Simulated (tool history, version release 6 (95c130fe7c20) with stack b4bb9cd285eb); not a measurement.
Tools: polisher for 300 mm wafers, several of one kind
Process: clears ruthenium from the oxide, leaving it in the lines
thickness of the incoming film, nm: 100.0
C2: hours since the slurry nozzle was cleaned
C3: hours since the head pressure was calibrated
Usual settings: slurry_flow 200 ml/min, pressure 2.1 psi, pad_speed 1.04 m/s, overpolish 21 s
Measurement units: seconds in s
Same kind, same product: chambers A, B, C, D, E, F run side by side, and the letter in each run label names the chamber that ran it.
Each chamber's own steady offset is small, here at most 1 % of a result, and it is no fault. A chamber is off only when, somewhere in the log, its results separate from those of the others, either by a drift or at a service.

At day 0.025: chamber D: slurry nozzle cleaned.
At day 0.029: chamber B: worn pad replaced by a new one.
At day 0.138: chamber F: worn pad replaced by a new one.
At day 0.158: chamber A: worn pad replaced by a new one.
At day 0.212: chamber D: worn pad replaced by a new one.
Run 1E, day 0.467: usual settings; wafers polished on this pad 382; C2 384.5; C3 608.5. Result: seconds 91.51 s.
Run 2F, day 0.842: usual settings; wafers polished on this pad 215; C2 275.8; C3 429.5. Result: seconds 93.267 s.
At day 1.071: chamber C: worn pad replaced by a new one.
Run 3B, day 1.362: usual settings; wafers polished on this pad 407; C2 374.2; C3 411.7. Result: seconds 92.314 s.
At day 1.721: chamber F: head pressure recalibrated.
Run 4A, day 1.733: usual settings; wafers polished on this pad 481; C2 691.7; C3 164.2. Result: seconds 94.718 s.
At day 2.15: chamber E: worn pad replaced by a new one.
Run 5C, day 2.188: usual settings; wafers polished on this pad 342; C2 68.2; C3 237.5. Result: seconds 92.789 s.
Run 6D, day 2.596: usual settings but slurry_flow 150 ml/min, pressure 1.7 psi; wafers polished on this pad 729; C2 61.8; C3 1073.9. Result: seconds 120.53 s.
At day 2.946: chamber F: slurry nozzle cleaned.
At day 3.058: chamber B: worn pad replaced by a new one.
Run 7B, day 3.067: usual settings but slurry_flow 150 ml/min, pressure 1.7 psi; wafers polished on this pad 3; C2 415.1; C3 452.6. Result: seconds 122.97 s.
At day 3.112: chamber A: worn pad replaced by a new one.
Run 8A, day 3.442: usual settings but slurry_flow 150 ml/min, pressure 1.7 psi; wafers polished on this pad 100; C2 732.7; C3 205.2. Result: seconds 118.96 s.
At day 3.529: chamber D: worn pad replaced by a new one.
At day 3.554: chamber F: worn pad replaced by a new one.
Run 9D, day 3.85: usual settings but slurry_flow 150 ml/min, pressure 1.7 psi; wafers polished on this pad 98; C2 91.9; C3 1104. Result: seconds 118.02 s.
At day 4.208: chamber C: worn pad replaced by a new one.
Run 10F, day 4.283: usual settings but slurry_flow 150 ml/min, pressure 1.7 psi; wafers polished on this pad 223; C2 32.1; C3 61.5. Result: seconds 120.25 s.
Run 11C, day 4.608: usual settings but slurry_flow 150 ml/min, pressure 1.7 psi; wafers polished on this pad 122; C2 126.3; C3 295.6. Result: seconds 121.15 s.
At day 4.975: chamber E: worn pad replaced by a new one.
Run 12E, day 5.004: usual settings; wafers polished on this pad 9; C2 493.4; C3 717.4. Result: seconds 94.251 s.
At day 5.042: chamber A: slurry nozzle cleaned.
Run 13D, day 5.312: usual settings; wafers polished on this pad 545; C2 127; C3 1139.1. Result: seconds 91.229 s.
At day 5.717: chamber B: worn pad replaced by a new one.
Run 14E, day 5.854: usual settings; wafers polished on this pad 269; C2 513.8; C3 737.8. Result: seconds 92.393 s.
At day 6.021: chamber A: worn pad replaced by a new one.
At day 6.154: chamber D: worn pad replaced by a new one.
Run 15B, day 6.354: usual settings; wafers polished on this pad 195; C2 494; C3 531.5. Result: seconds 93.014 s.
At day 6.604: chamber F: worn pad replaced by a new one.
Run 16C, day 6.808: usual settings; wafers polished on this pad 795; C2 179.1; C3 348.4. Result: seconds 97.84 s.
At day 6.812: chamber C: worn pad replaced by a new one.
Run 17A, day 7.171: usual settings; wafers polished on this pad 352; C2 51.2; C3 294.7. Result: seconds 94.026 s.
Run 18F, day 7.625: usual settings; wafers polished on this pad 313; C2 112.3; C3 141.7. Result: seconds 95.513 s.
Run 19B, day 7.921: usual settings; wafers polished on this pad 674; C2 531.6; C3 569.1. Result: seconds 93.84 s.
At day 8.088: chamber E: worn pad replaced by a new one.
Run 20A, day 8.317: usual settings but slurry_flow 160 ml/min, overpolish 32 s; wafers polished on this pad 703; C2 78.7; C3 322.2. Result: seconds 94.43 s.
At day 8.4: chamber B: worn pad replaced by a new one.
Run 21E, day 8.846: usual settings but slurry_flow 160 ml/min, overpolish 32 s; wafers polished on this pad 231; C2 585.6; C3 809.6. Result: seconds 97.398 s.
At day 8.975: chamber D: worn pad replaced by a new one.
At day 9.154: chamber A: worn pad replaced by a new one.
Run 22C, day 9.258: usual settings but slurry_flow 160 ml/min, overpolish 32 s; wafers polished on this pad 747; C2 237.9; C3 407.2. Result: seconds 100.96 s.
At day 9.442: chamber F: worn pad replaced by a new one.
Run 23F, day 9.517: usual settings but slurry_flow 160 ml/min, overpolish 32 s; wafers polished on this pad 24; C2 157.7; C3 187.1. Result: seconds 96.373 s.
At day 9.529: chamber C: worn pad replaced by a new one.
Run 24D, day 9.829: usual settings but slurry_flow 160 ml/min, overpolish 32 s; wafers polished on this pad 261; C2 235.4; C3 1247.5. Result: seconds 97.016 s.
Run 25E, day 10.083: usual settings but slurry_flow 160 ml/min, overpolish 32 s; wafers polished on this pad 610; C2 615.3; C3 839.3. Result: seconds 96.967 s.
At day 10.454: chamber D: slurry nozzle cleaned.
Run 26D, day 10.621: usual settings; wafers polished on this pad 503; C2 4; C3 1266.5. Result: seconds 93.471 s.
At day 10.908: chamber E: worn pad replaced by a new one.
Run 27F, day 11.154: usual settings; wafers polished on this pad 524; C2 197; C3 226.4. Result: seconds 95.761 s.
At day 11.246: chamber B: worn pad replaced by a new one.
At day 11.283: chamber B: head pressure recalibrated.
Run 28A, day 11.567: usual settings; wafers polished on this pad 738; C2 156.7; C3 400.2. Result: seconds 89.61 s.
Run 29B, day 12.108: usual settings but overpolish 12 s; wafers polished on this pad 263; C2 632.1; C3 19.8. Result: seconds 93.392 s.
At day 12.271: chamber D: worn pad replaced by a new one.
At day 12.304: chamber A: worn pad replaced by a new one.
At day 12.367: chamber F: worn pad replaced by a new one.
Run 30C, day 12.388: usual settings but overpolish 12 s; wafers polished on this pad 874; C2 313; C3 482.3. Result: seconds 100.88 s.
Run 31B, day 12.921: usual settings but overpolish 12 s; wafers polished on this pad 512; C2 651.6; C3 39.3. Result: seconds 95.736 s.
At day 12.967: chamber C: worn pad replaced by a new one.
Run 32A, day 13.358: usual settings but overpolish 12 s; wafers polished on this pad 323; C2 199.7; C3 443.2. Result: seconds 92.431 s.
Run 33E, day 13.8: usual settings but overpolish 12 s; wafers polished on this pad 885; C2 704.5; C3 928.5. Result: seconds 89.831 s.
Run 34D, day 14.333: usual settings but overpolish 12 s; wafers polished on this pad 631; C2 93.1; C3 1355.6. Result: seconds 93.099 s.
Run 35C, day 14.746: usual settings; wafers polished on this pad 544; C2 369.6; C3 538.9. Result: seconds 104.54 s.
Run 36F, day 14.992: usual settings; wafers polished on this pad 802; C2 289.1; C3 318.5. Result: seconds 93.081 s.

What goes on in this fleet: one chamber off, a drifting gauge, or nothing beyond the chambers' own small offsets? Name the chamber and the cause, if any.

Chamber C drifts away from the others.
What lies behind it: head's pressure below its setpoint, % = 11.2.

Below are 4 candidate recipes for chamber C's next run, each the usual settings with a change, their results shown as question marks. Which of them brings C's results back in line with what the other chambers give on the usual settings?
Counts as in line when no further than this from what the other chambers average on the usual settings: seconds 4.1 s
Run 37C-1, day 15.379: usual settings but pressure 2.2 psi, pad_speed 1.1 m/s. Result: seconds ?.
Run 37C-2, day 15.379: usual settings but pressure 2 psi, pad_speed 0.98 m/s. Result: seconds ?.
Run 37C-3, day 15.379: usual settings but pressure 1.9 psi, pad_speed 0.92 m/s. Result: seconds ?.
Run 37C-4, day 15.379: usual settings but slurry_flow 205 ml/min, pressure 2.6 psi. Result: seconds ?.

Other chambers, usual settings, mean: seconds 93.476 s
  run  seconds
37C-1    94.32
37C-2   116.65
37C-3   130.92
37C-4   84.212
Change 37C-1 lands the chamber within the allowed miss of the other chambers.
